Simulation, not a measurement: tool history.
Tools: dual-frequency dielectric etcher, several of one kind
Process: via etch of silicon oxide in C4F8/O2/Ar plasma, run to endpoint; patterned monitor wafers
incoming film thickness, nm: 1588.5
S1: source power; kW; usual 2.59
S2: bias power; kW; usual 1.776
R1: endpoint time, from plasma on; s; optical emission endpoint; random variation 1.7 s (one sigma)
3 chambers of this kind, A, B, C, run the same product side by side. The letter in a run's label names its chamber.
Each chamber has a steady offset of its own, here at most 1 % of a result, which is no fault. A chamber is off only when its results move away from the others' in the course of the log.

run 1A hour=4.1 | S1=2.59 S2=1.776 | R1=293.69
run 2B hour=9.2 | S1=2.59 S2=1.776 | R1=295.36
run 3C hour=14.5 | S1=2.59 S2=1.776 | R1=292.45
run 4C hour=20.4 | S1=2.59 S2=1.776 | R1=291.52
run 5A hour=26 | S1=2.84 S2=1.542 | R1=290.14
run 6B hour=29.5 | S1=2.84 S2=1.542 | R1=295.55
run 7C hour=36.2 | S1=2.84 S2=1.542 | R1=292.94
run 8B hour=39.2 | S1=2.59 S2=1.776 | R1=295
run 9A hour=42.9 | S1=2.59 S2=1.776 | R1=295.92
run 10C hour=45.9 | S1=2.59 S2=1.776 | R1=290.62
run 11B hour=52.4 | S1=2.59 S2=1.776 | R1=295.67
run 12A hour=57.9 | S1=2.59 S2=1.996 | R1=286.31
run 13B hour=64.3 | S1=2.59 S2=1.996 | R1=289.31
run 14A hour=67.3 | S1=2.59 S2=1.996 | R1=283.67
run 15C hour=73.2 | S1=2.59 S2=1.776 | R1=293.16
run 16A hour=79.9 | S1=2.59 S2=1.571 | R1=298.13
run 17B hour=83.7 | S1=2.59 S2=1.571 | R1=312.12
run 18C hour=86.9 | S1=2.59 S2=1.571 | R1=303.74
run 19A hour=91 | S1=3.19 S2=1.776 | R1=269.5
run 20B hour=94.6 | S1=3.19 S2=1.776 | R1=279.86
run 21C hour=101 | S1=3.19 S2=1.776 | R1=270.76
run 22C hour=104.7 | S1=2.3 S2=1.492 | R1=320.77
run 23A hour=108.7 | S1=2.3 S2=1.492 | R1=320.23
run 24B hour=114.2 | S1=2.3 S2=1.492 | R1=337.1
run 25C hour=118.7 | S1=2.59 S2=1.776 | R1=292.54
run 26B hour=125 | S1=2.59 S2=1.776 | R1=307.96
run 27A hour=128.9 | S1=2.59 S2=1.776 | R1=294.27
run 28A hour=133.8 | S1=2.59 S2=1.776 | R1=295.2

Is one chamber off against the others, does the gauge drift, or is nothing wrong? If a chamber is off, say which, and what the likeliest cause is.

Chamber B drifts away from the others.
Cause: etch rate under this chamber's usual, % = 5.29.

Here are 4 candidates for chamber B's next run, each the usual settings with a change, their results left as question marks. Which one brings its results back in line with what the others give on the usual settings?
In line means no further than this from the other chambers' mean on the usual settings: R1 6 s
run 29B-1 hour=138.6 | S1=2.32 S2=1.655 | R1=?
run 29B-2 hour=138.6 | S1=2.67 S2=1.813 | R1=?
run 29B-3 hour=138.6 | S1=2.47 S2=1.776 | R1=?
run 29B-4 hour=138.6 | S1=2.86 S2=1.897 | R1=?

The other chambers' mean on the usual settings: R1 292.14 s
run=29B-1 R1=330.93
run=29B-2 R1=305.22
run=29B-3 R1=316.66
run=29B-4 R1=293.31
29B-4 brings the chamber back in line.
